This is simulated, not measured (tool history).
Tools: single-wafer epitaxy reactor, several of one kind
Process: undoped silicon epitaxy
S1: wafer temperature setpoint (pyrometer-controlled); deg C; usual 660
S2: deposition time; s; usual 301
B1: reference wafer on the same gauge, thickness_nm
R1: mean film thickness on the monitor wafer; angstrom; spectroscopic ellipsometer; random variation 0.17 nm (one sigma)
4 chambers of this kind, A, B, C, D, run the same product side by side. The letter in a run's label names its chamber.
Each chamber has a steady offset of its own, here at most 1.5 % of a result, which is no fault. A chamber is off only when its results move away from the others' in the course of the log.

run,hour,S1,S2,B1,R1
1D,13.0,660,301,70.716,629.45
2C,19.2,660,301,70.672,634.48
3B,32.4,660,301,70.720,625.67
4A,46.2,660,301,70.724,622.47
5B,55.2,660,301,70.685,627.69
6C,64.8,674,330,70.684,934.87
7A,78.2,674,330,70.694,921.38
8D,91.1,674,330,70.714,924.02
9A,100.1,674,330,70.743,911.77
10C,108.3,668,246,70.667,616.24
11D,115.3,668,246,70.723,608.96
12B,124.8,668,246,70.720,607.78
13D,138.1,668,246,70.680,608.97
14C,145.4,660,301,70.701,634.67
15A,154.8,660,301,70.729,629.94
16B,166.1,660,301,70.746,629.15
17A,177.3,667,301,70.719,730.43
18B,183.5,667,301,70.704,725.89
19C,190.1,667,301,70.768,733.15
20D,200.6,667,301,70.760,729.39
21C,206.7,660,301,70.680,636.61
22D,214.9,660,301,70.628,630.44
23B,223.3,660,301,70.692,627.42
24A,233.5,660,301,70.685,634.59
25C,239.6,660,301,70.695,635.73
26A,250.4,660,301,70.703,638.57
27D,258.7,660,301,70.715,630.60
28B,266.2,660,301,70.700,628.27
29C,273.1,655,355,70.696,674.29
30D,281.8,655,355,70.684,671.67
# hour 282.9: chamber C: pyrometer calibrated
31B,293.5,655,355,70.678,663.95
32A,305.9,655,355,70.694,681.06
33A,316.8,660,272,70.738,580.05
34C,326.0,660,272,70.699,573.93
35D,337.1,660,272,70.668,568.63
36B,348.1,660,272,70.740,565.64
37D,354.8,660,301,70.697,630.26

All 4 chambers run these settings next. Forecast each chamber's results:
38A,364.7,660,301,,?
38B,364.7,660,301,,?
38C,364.7,660,301,,?
38D,364.7,660,301,,?

run,R1
38A,646.13
38B,627.87
38C,634.01
38D,627.98

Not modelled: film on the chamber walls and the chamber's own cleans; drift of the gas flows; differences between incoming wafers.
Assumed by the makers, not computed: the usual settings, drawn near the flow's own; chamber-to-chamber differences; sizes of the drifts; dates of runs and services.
